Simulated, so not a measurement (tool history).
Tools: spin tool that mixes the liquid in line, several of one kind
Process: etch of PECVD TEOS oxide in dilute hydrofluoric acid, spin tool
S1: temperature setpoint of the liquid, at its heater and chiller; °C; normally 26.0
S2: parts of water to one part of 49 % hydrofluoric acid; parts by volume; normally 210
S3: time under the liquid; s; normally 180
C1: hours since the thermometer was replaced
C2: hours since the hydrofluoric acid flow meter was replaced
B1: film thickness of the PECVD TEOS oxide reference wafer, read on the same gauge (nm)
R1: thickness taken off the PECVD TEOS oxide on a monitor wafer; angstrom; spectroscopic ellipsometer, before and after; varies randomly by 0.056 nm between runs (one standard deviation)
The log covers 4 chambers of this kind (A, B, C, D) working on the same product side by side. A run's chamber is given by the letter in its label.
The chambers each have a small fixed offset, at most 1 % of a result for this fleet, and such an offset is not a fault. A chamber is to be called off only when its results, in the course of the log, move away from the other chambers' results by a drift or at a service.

{"hour": 2.4, "done": "chamber D: thermometer replaced"}
{"run": "1A", "hour": 9.0, "S1": 26.0, "S2": 210, "S3": 180, "C1": 279.5, "C2": 405.3, "B1": 140.05, "R1": 119.15}
{"run": "2B", "hour": 23.4, "S1": 26.0, "S2": 210, "S3": 180, "C1": 489.4, "C2": 370.1, "B1": 140.02, "R1": 119.37}
{"run": "3D", "hour": 36.1, "S1": 26.0, "S2": 210, "S3": 180, "C1": 33.7, "C2": 478.7, "B1": 140.0, "R1": 119.4}
{"run": "4C", "hour": 47.4, "S1": 26.0, "S2": 210, "S3": 180, "C1": 525.7, "C2": 304.1, "B1": 139.98, "R1": 118.58}
{"run": "5A", "hour": 59.2, "S1": 24.0, "S2": 210, "S3": 130, "C1": 329.7, "C2": 455.5, "B1": 139.99, "R1": 79.535}
{"run": "6B", "hour": 70.1, "S1": 24.0, "S2": 210, "S3": 130, "C1": 536.1, "C2": 416.8, "B1": 140.01, "R1": 79.58}
{"hour": 78.3, "done": "chamber A: hydrofluoric acid flow meter replaced"}
{"run": "7C", "hour": 82.8, "S1": 24.0, "S2": 210, "S3": 130, "C1": 561.1, "C2": 339.5, "B1": 139.99, "R1": 80.232}
{"run": "8D", "hour": 92.2, "S1": 24.0, "S2": 210, "S3": 130, "C1": 89.8, "C2": 534.8, "B1": 139.98, "R1": 79.763}
{"run": "9D", "hour": 102.8, "S1": 26.0, "S2": 210, "S3": 180, "C1": 100.4, "C2": 545.4, "B1": 140.02, "R1": 118.59}
{"run": "10A", "hour": 111.6, "S1": 30.5, "S2": 210, "S3": 225, "C1": 382.1, "C2": 33.4, "B1": 140.04, "R1": 172.04}
{"run": "11B", "hour": 122.5, "S1": 30.5, "S2": 210, "S3": 225, "C1": 588.5, "C2": 469.2, "B1": 140.03, "R1": 174.34}
{"run": "12C", "hour": 131.9, "S1": 30.5, "S2": 210, "S3": 225, "C1": 610.2, "C2": 388.6, "B1": 139.99, "R1": 174.24}
{"run": "13A", "hour": 142.6, "S1": 30.5, "S2": 210, "S3": 225, "C1": 413.1, "C2": 64.4, "B1": 139.99, "R1": 173.81}
{"run": "14B", "hour": 154.3, "S1": 26.0, "S2": 210, "S3": 180, "C1": 620.3, "C2": 501.0, "B1": 139.95, "R1": 118.77}
{"run": "15D", "hour": 161.1, "S1": 26.0, "S2": 210, "S3": 180, "C1": 158.7, "C2": 603.7, "B1": 139.98, "R1": 119.99}
{"run": "16C", "hour": 167.9, "S1": 26.0, "S2": 210, "S3": 180, "C1": 646.2, "C2": 424.6, "B1": 139.97, "R1": 119.26}
{"run": "17A", "hour": 180.1, "S1": 26.0, "S2": 210, "S3": 180, "C1": 450.6, "C2": 101.9, "B1": 139.99, "R1": 119.18}
{"run": "18D", "hour": 193.9, "S1": 23.5, "S2": 210, "S3": 125, "C1": 191.5, "C2": 636.5, "B1": 140.0, "R1": 75.37}
{"run": "19C", "hour": 200.6, "S1": 23.5, "S2": 210, "S3": 125, "C1": 678.9, "C2": 457.3, "B1": 140.02, "R1": 76.187}
{"run": "20B", "hour": 210.0, "S1": 23.5, "S2": 210, "S3": 125, "C1": 676.0, "C2": 556.7, "B1": 139.96, "R1": 74.786}
{"run": "21B", "hour": 221.8, "S1": 23.5, "S2": 210, "S3": 125, "C1": 687.8, "C2": 568.5, "B1": 139.97, "R1": 75.01}
{"run": "22D", "hour": 229.4, "S1": 26.0, "S2": 210, "S3": 180, "C1": 227.0, "C2": 672.0, "B1": 140.0, "R1": 120.63}
{"run": "23C", "hour": 244.1, "S1": 26.0, "S2": 210, "S3": 180, "C1": 722.4, "C2": 500.8, "B1": 140.01, "R1": 118.73}
{"run": "24A", "hour": 256.8, "S1": 26.0, "S2": 210, "S3": 180, "C1": 527.3, "C2": 178.6, "B1": 139.98, "R1": 118.7}
{"run": "25B", "hour": 264.1, "S1": 26.0, "S2": 210, "S3": 180, "C1": 730.1, "C2": 610.8, "B1": 140.03, "R1": 117.56}
{"run": "26A", "hour": 270.7, "S1": 26.0, "S2": 210, "S3": 180, "C1": 541.2, "C2": 192.5, "B1": 139.98, "R1": 119.72}
{"run": "27D", "hour": 283.4, "S1": 22.5, "S2": 260, "S3": 180, "C1": 281.0, "C2": 726.0, "B1": 140.02, "R1": 82.692}
{"run": "28C", "hour": 294.0, "S1": 22.5, "S2": 260, "S3": 180, "C1": 772.3, "C2": 550.7, "B1": 140.0, "R1": 81.02}
{"run": "29B", "hour": 306.9, "S1": 22.5, "S2": 260, "S3": 180, "C1": 772.9, "C2": 653.6, "B1": 140.0, "R1": 79.597}
{"run": "30A", "hour": 317.4, "S1": 22.5, "S2": 260, "S3": 180, "C1": 587.9, "C2": 239.2, "B1": 140.01, "R1": 80.615}
{"run": "31D", "hour": 332.0, "S1": 26.0, "S2": 210, "S3": 180, "C1": 329.6, "C2": 774.6, "B1": 140.0, "R1": 123.09}
{"run": "32C", "hour": 342.3, "S1": 28.0, "S2": 210, "S3": 180, "C1": 820.6, "C2": 599.0, "B1": 140.0, "R1": 127.86}
{"run": "33B", "hour": 356.4, "S1": 28.0, "S2": 210, "S3": 180, "C1": 822.4, "C2": 703.1, "B1": 140.02, "R1": 127.84}
{"run": "34A", "hour": 364.4, "S1": 28.0, "S2": 210, "S3": 180, "C1": 634.9, "C2": 286.2, "B1": 140.01, "R1": 128.48}
{"run": "35C", "hour": 372.7, "S1": 28.0, "S2": 210, "S3": 180, "C1": 851.0, "C2": 629.4, "B1": 140.05, "R1": 128.22}
{"run": "36D", "hour": 385.7, "S1": 26.0, "S2": 210, "S3": 180, "C1": 383.3, "C2": 828.3, "B1": 140.05, "R1": 124.23}
{"run": "37B", "hour": 393.9, "S1": 26.0, "S2": 210, "S3": 180, "C1": 859.9, "C2": 740.6, "B1": 140.05, "R1": 118.85}
{"run": "38C", "hour": 408.5, "S1": 26.0, "S2": 210, "S3": 180, "C1": 886.8, "C2": 665.2, "B1": 140.01, "R1": 119.71}
{"run": "39A", "hour": 416.9, "S1": 26.0, "S2": 210, "S3": 180, "C1": 687.4, "C2": 338.7, "B1": 140.03, "R1": 119.53}
{"run": "40D", "hour": 423.6, "S1": 26.0, "S2": 210, "S3": 180, "C1": 421.2, "C2": 866.2, "B1": 140.03, "R1": 126.56}

All 4 chambers run these settings next. Forecast each chamber's results:
{"run": "41A", "hour": 434.4, "S1": 26.0, "S2": 210, "S3": 180, "R1": "?"}
{"run": "41B", "hour": 434.4, "S1": 26.0, "S2": 210, "S3": 180, "R1": "?"}
{"run": "41C", "hour": 434.4, "S1": 26.0, "S2": 210, "S3": 180, "R1": "?"}
{"run": "41D", "hour": 434.4, "S1": 26.0, "S2": 210, "S3": 180, "R1": "?"}

run=41A R1=119.330
run=41B R1=119.070
run=41C R1=118.350
run=41D R1=127.060
